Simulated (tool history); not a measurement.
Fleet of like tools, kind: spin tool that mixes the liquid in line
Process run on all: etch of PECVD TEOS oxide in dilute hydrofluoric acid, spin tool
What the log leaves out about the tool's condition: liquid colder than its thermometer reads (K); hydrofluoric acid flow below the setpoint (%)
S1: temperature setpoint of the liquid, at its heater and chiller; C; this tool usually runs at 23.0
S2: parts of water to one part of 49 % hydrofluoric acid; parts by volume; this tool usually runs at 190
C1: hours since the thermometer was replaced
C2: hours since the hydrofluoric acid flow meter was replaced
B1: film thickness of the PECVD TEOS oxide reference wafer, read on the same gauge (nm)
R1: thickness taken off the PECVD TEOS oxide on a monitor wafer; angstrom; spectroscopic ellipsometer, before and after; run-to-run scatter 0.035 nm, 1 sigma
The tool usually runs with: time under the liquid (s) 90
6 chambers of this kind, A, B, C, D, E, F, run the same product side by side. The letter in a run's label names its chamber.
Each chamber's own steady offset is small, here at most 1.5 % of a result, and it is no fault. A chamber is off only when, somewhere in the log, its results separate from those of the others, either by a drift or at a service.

run 1E hour=5.2 | S1=23.0 S2=190 time_under_the_liquid_(s)=90 | C1=920.5 C2=1118.4 | B1=90.003 | R1=80.089
run 2F hour=9.7 | S1=23.0 S2=190 time_under_the_liquid_(s)=90 | C1=1686.2 C2=308.6 | B1=90.017 | R1=81.324
-- hour=14.0 chamber F: thermometer replaced
run 3B hour=14.1 | S1=23.0 S2=190 time_under_the_liquid_(s)=90 | C1=1907.2 C2=309.9 | B1=89.993 | R1=80.668
run 4C hour=19.9 | S1=23.0 S2=190 time_under_the_liquid_(s)=90 | C1=2024.4 C2=1701.1 | B1=90.006 | R1=80.101
run 5D hour=25.9 | S1=23.0 S2=190 time_under_the_liquid_(s)=90 | C1=1823.8 C2=353.4 | B1=90.021 | R1=80.386
run 6A hour=31.9 | S1=23.0 S2=190 time_under_the_liquid_(s)=90 | C1=267.3 C2=460.6 | B1=89.988 | R1=80.331
run 7A hour=36.6 | S1=23.0 S2=190 time_under_the_liquid_(s)=90 | C1=272.0 C2=465.3 | B1=89.989 | R1=80.755
run 8D hour=43.1 | S1=23.0 S2=190 time_under_the_liquid_(s)=90 | C1=1841.0 C2=370.6 | B1=89.990 | R1=80.512
run 9B hour=48.0 | S1=23.0 S2=190 time_under_the_liquid_(s)=90 | C1=1941.1 C2=343.8 | B1=89.995 | R1=80.523
run 10F hour=54.3 | S1=23.0 S2=120 time_under_the_liquid_(s)=115 | C1=40.4 C2=353.2 | B1=90.003 | R1=176.530
run 11C hour=59.0 | S1=23.0 S2=120 time_under_the_liquid_(s)=115 | C1=2063.5 C2=1740.2 | B1=90.008 | R1=176.260
run 12E hour=64.6 | S1=23.0 S2=120 time_under_the_liquid_(s)=115 | C1=979.9 C2=1177.8 | B1=90.024 | R1=173.770
run 13C hour=69.7 | S1=23.0 S2=120 time_under_the_liquid_(s)=115 | C1=2074.2 C2=1750.9 | B1=89.984 | R1=176.570
run 14A hour=73.4 | S1=23.0 S2=120 time_under_the_liquid_(s)=115 | C1=308.8 C2=502.1 | B1=90.021 | R1=179.030
run 15F hour=78.9 | S1=23.0 S2=120 time_under_the_liquid_(s)=115 | C1=65.0 C2=377.8 | B1=89.965 | R1=176.550
run 16E hour=82.2 | S1=23.0 S2=190 time_under_the_liquid_(s)=90 | C1=997.5 C2=1195.4 | B1=90.003 | R1=79.910
run 17D hour=86.0 | S1=23.0 S2=190 time_under_the_liquid_(s)=90 | C1=1883.9 C2=413.5 | B1=90.005 | R1=81.027
run 18B hour=91.0 | S1=23.0 S2=190 time_under_the_liquid_(s)=90 | C1=1984.1 C2=386.8 | B1=89.999 | R1=81.152
run 19C hour=97.4 | S1=23.0 S2=190 time_under_the_liquid_(s)=90 | C1=2101.9 C2=1778.6 | B1=89.977 | R1=80.665
run 20F hour=100.9 | S1=23.0 S2=190 time_under_the_liquid_(s)=90 | C1=87.0 C2=399.8 | B1=89.989 | R1=81.788
run 21E hour=104.3 | S1=23.0 S2=190 time_under_the_liquid_(s)=90 | C1=1019.6 C2=1217.5 | B1=90.020 | R1=80.400
run 22B hour=108.5 | S1=19.5 S2=150 time_under_the_liquid_(s)=90 | C1=2001.6 C2=404.3 | B1=89.987 | R1=93.168
run 23D hour=112.9 | S1=19.5 S2=150 time_under_the_liquid_(s)=90 | C1=1910.8 C2=440.4 | B1=90.020 | R1=93.031
run 24A hour=116.3 | S1=19.5 S2=150 time_under_the_liquid_(s)=90 | C1=351.7 C2=545.0 | B1=89.958 | R1=93.022
run 25F hour=122.4 | S1=19.5 S2=150 time_under_the_liquid_(s)=90 | C1=108.5 C2=421.3 | B1=90.008 | R1=93.747
run 26C hour=129.5 | S1=19.5 S2=150 time_under_the_liquid_(s)=90 | C1=2134.0 C2=1810.7 | B1=89.998 | R1=93.446
run 27B hour=135.4 | S1=19.5 S2=150 time_under_the_liquid_(s)=90 | C1=2028.5 C2=431.2 | B1=90.001 | R1=93.866
run 28D hour=142.2 | S1=23.0 S2=190 time_under_the_liquid_(s)=90 | C1=1940.1 C2=469.7 | B1=89.962 | R1=80.407
run 29E hour=146.6 | S1=23.0 S2=190 time_under_the_liquid_(s)=90 | C1=1061.9 C2=1259.8 | B1=90.006 | R1=80.029
run 30A hour=153.6 | S1=23.0 S2=190 time_under_the_liquid_(s)=90 | C1=389.0 C2=582.3 | B1=90.007 | R1=80.365
run 31D hour=160.7 | S1=23.0 S2=190 time_under_the_liquid_(s)=90 | C1=1958.6 C2=488.2 | B1=90.025 | R1=80.799
run 32F hour=167.2 | S1=23.0 S2=190 time_under_the_liquid_(s)=90 | C1=153.3 C2=466.1 | B1=90.005 | R1=81.856
run 33B hour=173.0 | S1=23.0 S2=190 time_under_the_liquid_(s)=90 | C1=2066.1 C2=468.8 | B1=89.999 | R1=80.920
run 34E hour=177.7 | S1=23.0 S2=190 time_under_the_liquid_(s)=90 | C1=1093.0 C2=1290.9 | B1=89.975 | R1=79.979
run 35C hour=184.5 | S1=23.0 S2=190 time_under_the_liquid_(s)=90 | C1=2189.0 C2=1865.7 | B1=89.964 | R1=80.017
run 36A hour=188.4 | S1=23.0 S2=190 time_under_the_liquid_(s)=90 | C1=423.8 C2=617.1 | B1=89.976 | R1=80.738
run 37B hour=195.2 | S1=23.0 S2=190 time_under_the_liquid_(s)=90 | C1=2088.3 C2=491.0 | B1=89.980 | R1=80.502
run 38C hour=201.3 | S1=23.0 S2=235 time_under_the_liquid_(s)=90 | C1=2205.8 C2=1882.5 | B1=89.987 | R1=62.766
run 39D hour=208.1 | S1=23.0 S2=235 time_under_the_liquid_(s)=90 | C1=2006.0 C2=535.6 | B1=89.981 | R1=61.741
run 40E hour=214.8 | S1=23.0 S2=235 time_under_the_liquid_(s)=90 | C1=1130.1 C2=1328.0 | B1=89.976 | R1=61.587
run 41F hour=220.3 | S1=23.0 S2=235 time_under_the_liquid_(s)=90 | C1=206.4 C2=519.2 | B1=89.991 | R1=63.517

All chambers now run identical settings, listed one chamber a line with results as question marks. What results will each chamber show?
run 42A hour=225.6 | S1=23.0 S2=190 time_under_the_liquid_(s)=90 | R1=?
run 42B hour=225.6 | S1=23.0 S2=190 time_under_the_liquid_(s)=90 | R1=?
run 42C hour=225.6 | S1=23.0 S2=190 time_under_the_liquid_(s)=90 | R1=?
run 42D hour=225.6 | S1=23.0 S2=190 time_under_the_liquid_(s)=90 | R1=?
run 42E hour=225.6 | S1=23.0 S2=190 time_under_the_liquid_(s)=90 | R1=?
run 42F hour=225.6 | S1=23.0 S2=190 time_under_the_liquid_(s)=90 | R1=?

run=42A R1=81.006
run=42B R1=80.436
run=42C R1=80.723
run=42D R1=79.599
run=42E R1=80.392
run=42F R1=81.823
